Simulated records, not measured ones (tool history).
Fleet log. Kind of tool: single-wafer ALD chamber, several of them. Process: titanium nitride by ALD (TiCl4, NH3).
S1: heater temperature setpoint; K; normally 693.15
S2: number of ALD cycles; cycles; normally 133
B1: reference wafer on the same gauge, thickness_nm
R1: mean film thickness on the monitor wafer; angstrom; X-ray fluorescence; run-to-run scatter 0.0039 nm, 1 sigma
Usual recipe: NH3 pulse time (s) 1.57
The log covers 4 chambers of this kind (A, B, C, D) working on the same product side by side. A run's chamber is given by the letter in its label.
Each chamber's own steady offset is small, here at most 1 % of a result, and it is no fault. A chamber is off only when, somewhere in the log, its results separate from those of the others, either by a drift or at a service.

{"run": "1B", "hour": 3.3, "S1": 693.15, "S2": 133, "NH3 pulse time (s)": 1.57, "B1": 3.1887, "R1": 29.457}
{"run": "2A", "hour": 7.5, "S1": 693.15, "S2": 133, "NH3 pulse time (s)": 1.57, "B1": 3.1897, "R1": 29.005}
{"run": "3C", "hour": 13.5, "S1": 693.15, "S2": 133, "NH3 pulse time (s)": 1.57, "B1": 3.1878, "R1": 29.395}
{"run": "4D", "hour": 17.3, "S1": 693.15, "S2": 133, "NH3 pulse time (s)": 1.57, "B1": 3.1882, "R1": 29.519}
{"run": "5A", "hour": 20.4, "S1": 693.15, "S2": 133, "NH3 pulse time (s)": 1.57, "B1": 3.1886, "R1": 29.1}
{"run": "6D", "hour": 24.2, "S1": 693.15, "S2": 133, "NH3 pulse time (s)": 1.57, "B1": 3.1879, "R1": 29.521}
{"run": "7B", "hour": 29.1, "S1": 687.15, "S2": 133, "NH3 pulse time (s)": 1.57, "B1": 3.1877, "R1": 29.361}
{"run": "8C", "hour": 32.3, "S1": 687.15, "S2": 133, "NH3 pulse time (s)": 1.57, "B1": 3.186, "R1": 29.314}
{"run": "9C", "hour": 36.6, "S1": 687.15, "S2": 133, "NH3 pulse time (s)": 1.57, "B1": 3.1862, "R1": 29.308}
{"run": "10B", "hour": 40.2, "S1": 687.15, "S2": 133, "NH3 pulse time (s)": 1.57, "B1": 3.1864, "R1": 29.252}
{"run": "11A", "hour": 44.5, "S1": 693.15, "S2": 133, "NH3 pulse time (s)": 1.57, "B1": 3.1864, "R1": 29.016}
{"run": "12D", "hour": 50.3, "S1": 693.15, "S2": 133, "NH3 pulse time (s)": 1.57, "B1": 3.1854, "R1": 29.442}
{"run": "13C", "hour": 56.6, "S1": 693.15, "S2": 133, "NH3 pulse time (s)": 1.57, "B1": 3.1835, "R1": 29.376}
{"run": "14D", "hour": 60.8, "S1": 693.15, "S2": 133, "NH3 pulse time (s)": 1.57, "B1": 3.1852, "R1": 29.436}
{"run": "15B", "hour": 66.3, "S1": 693.15, "S2": 133, "NH3 pulse time (s)": 1.57, "B1": 3.1832, "R1": 29.44}
{"run": "16A", "hour": 70.1, "S1": 693.15, "S2": 133, "NH3 pulse time (s)": 1.57, "B1": 3.1836, "R1": 28.988}
{"run": "17B", "hour": 76.7, "S1": 693.15, "S2": 133, "NH3 pulse time (s)": 1.57, "B1": 3.1837, "R1": 29.382}
{"run": "18A", "hour": 81.4, "S1": 693.15, "S2": 133, "NH3 pulse time (s)": 1.09, "B1": 3.1834, "R1": 28.598}
{"run": "19D", "hour": 85.5, "S1": 693.15, "S2": 133, "NH3 pulse time (s)": 1.09, "B1": 3.1826, "R1": 29.098}
{"run": "20C", "hour": 91.9, "S1": 693.15, "S2": 133, "NH3 pulse time (s)": 1.09, "B1": 3.1825, "R1": 28.893}
{"run": "21C", "hour": 98.3, "S1": 693.15, "S2": 133, "NH3 pulse time (s)": 1.09, "B1": 3.1797, "R1": 28.961}
{"run": "22D", "hour": 101.2, "S1": 693.15, "S2": 133, "NH3 pulse time (s)": 1.57, "B1": 3.1811, "R1": 29.446}
{"run": "23B", "hour": 105.5, "S1": 693.15, "S2": 133, "NH3 pulse time (s)": 1.57, "B1": 3.181, "R1": 29.351}
{"run": "24A", "hour": 110.4, "S1": 693.15, "S2": 133, "NH3 pulse time (s)": 1.57, "B1": 3.1796, "R1": 28.96}
{"run": "25D", "hour": 116.8, "S1": 693.15, "S2": 133, "NH3 pulse time (s)": 1.57, "B1": 3.1793, "R1": 29.328}
{"run": "26A", "hour": 120.7, "S1": 693.15, "S2": 133, "NH3 pulse time (s)": 1.57, "B1": 3.1792, "R1": 28.931}
{"run": "27C", "hour": 127.0, "S1": 693.15, "S2": 133, "NH3 pulse time (s)": 1.57, "B1": 3.1775, "R1": 29.309}
{"run": "28B", "hour": 131.3, "S1": 693.15, "S2": 133, "NH3 pulse time (s)": 1.57, "B1": 3.1783, "R1": 29.335}
{"run": "29C", "hour": 137.3, "S1": 693.15, "S2": 133, "NH3 pulse time (s)": 1.57, "B1": 3.1776, "R1": 29.313}
{"run": "30B", "hour": 141.4, "S1": 693.15, "S2": 156, "NH3 pulse time (s)": 1.57, "B1": 3.1769, "R1": 34.457}
{"run": "31D", "hour": 147.2, "S1": 693.15, "S2": 156, "NH3 pulse time (s)": 1.57, "B1": 3.1757, "R1": 34.527}
{"run": "32A", "hour": 150.1, "S1": 693.15, "S2": 156, "NH3 pulse time (s)": 1.57, "B1": 3.1766, "R1": 33.986}
{"run": "33B", "hour": 154.9, "S1": 693.15, "S2": 156, "NH3 pulse time (s)": 1.57, "B1": 3.1756, "R1": 34.44}
{"run": "34A", "hour": 160.0, "S1": 693.15, "S2": 133, "NH3 pulse time (s)": 1.57, "B1": 3.1746, "R1": 28.903}
{"run": "35C", "hour": 165.5, "S1": 693.15, "S2": 133, "NH3 pulse time (s)": 1.57, "B1": 3.1743, "R1": 29.341}
{"run": "36D", "hour": 172.1, "S1": 707.15, "S2": 145, "NH3 pulse time (s)": 1.57, "B1": 3.1752, "R1": 32.123}
{"run": "37A", "hour": 177.6, "S1": 707.15, "S2": 145, "NH3 pulse time (s)": 1.57, "B1": 3.1741, "R1": 31.625}
{"run": "38D", "hour": 183.0, "S1": 707.15, "S2": 145, "NH3 pulse time (s)": 1.57, "B1": 3.1736, "R1": 32.118}
{"run": "39B", "hour": 186.5, "S1": 707.15, "S2": 145, "NH3 pulse time (s)": 1.57, "B1": 3.1731, "R1": 32.083}

Read the log: is a single chamber off, either drifting away or since a service, is the gauge that measures every chamber drifting, or is nothing wrong beyond small per-chamber offsets? Name any odd chamber and what most likely caused it.

The gauge drifts, so all chambers seem to drift together. No chamber is off.
Likeliest cause: gauge reads low (%) = 0.549.
